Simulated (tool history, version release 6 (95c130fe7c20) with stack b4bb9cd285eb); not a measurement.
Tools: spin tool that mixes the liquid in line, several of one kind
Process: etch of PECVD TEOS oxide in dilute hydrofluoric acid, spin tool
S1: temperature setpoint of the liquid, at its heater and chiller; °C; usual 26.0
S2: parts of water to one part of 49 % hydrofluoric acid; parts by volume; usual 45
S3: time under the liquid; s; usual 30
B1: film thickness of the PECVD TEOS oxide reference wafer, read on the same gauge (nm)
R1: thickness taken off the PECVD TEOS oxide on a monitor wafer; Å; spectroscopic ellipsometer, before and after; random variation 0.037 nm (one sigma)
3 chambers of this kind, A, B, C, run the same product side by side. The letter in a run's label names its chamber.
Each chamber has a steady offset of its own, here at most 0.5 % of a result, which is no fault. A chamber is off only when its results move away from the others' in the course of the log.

run	day	S1	S2	S3	B1	R1
1A	0.300	26.0	45	30	109.99	118.620
2B	0.667	26.0	45	30	109.99	117.670
3C	1.162	26.0	45	30	110.00	118.780
4C	1.462	26.0	45	30	110.01	118.920
5B	1.850	26.0	45	30	109.97	117.490
6A	2.342	26.0	45	30	109.98	118.890
7B	2.817	26.0	45	30	110.01	117.640
8C	3.146	26.0	45	30	110.01	119.580
9A	3.479	21.5	45	20	110.01	65.947
10C	3.958	21.5	45	20	110.02	66.041
11B	4.342	21.5	45	20	110.01	65.306
12A	4.812	22.5	45	20	110.01	68.675
13A	5.346	22.5	45	20	110.03	68.654
14C	5.621	22.5	45	20	110.01	69.057
15B	5.862	26.0	45	20	109.98	78.104
16B	6.308	26.0	45	20	109.97	78.081
17C	6.854	26.0	45	20	110.01	79.734
18A	7.117	26.0	45	30	109.97	119.000
19A	7.383	26.0	45	30	109.95	119.500
20C	7.925	26.0	45	30	109.97	119.420
# day 8.162: chamber A: hydrofluoric acid flow meter replaced
# day 8.321: chamber B: thermometer replaced
21B	8.329	26.0	30	30	109.95	176.770
22C	8.808	26.0	30	30	110.02	183.690
23B	9.229	26.0	30	30	110.00	177.320
24A	9.762	26.0	45	30	109.97	119.370
25B	10.167	26.0	45	30	110.02	116.120
26C	10.438	26.0	45	30	110.00	119.690
27A	10.779	26.0	45	30	110.02	118.840
28B	11.254	26.0	45	30	109.99	115.930
29C	11.538	26.0	45	30	109.99	119.420
30A	11.846	26.0	45	30	109.99	119.280
31A	12.338	26.0	45	30	110.04	118.740
32C	12.888	24.5	45	15	110.01	56.333
# day 12.938: chamber C: thermometer replaced
33B	13.383	24.5	45	15	109.96	54.115
34C	13.633	24.5	45	15	110.00	56.047
35A	13.883	26.0	45	30	109.99	118.820
36B	14.354	26.0	45	30	109.99	114.980
37A	14.662	26.0	45	30	110.00	119.140

Next, every chamber runs the same settings. What will each give?
38A	15.067	26.0	45	30		?
38B	15.067	26.0	45	30		?
38C	15.067	26.0	45	30		?

run	R1
38A	119.000
38B	114.020
38C	119.240
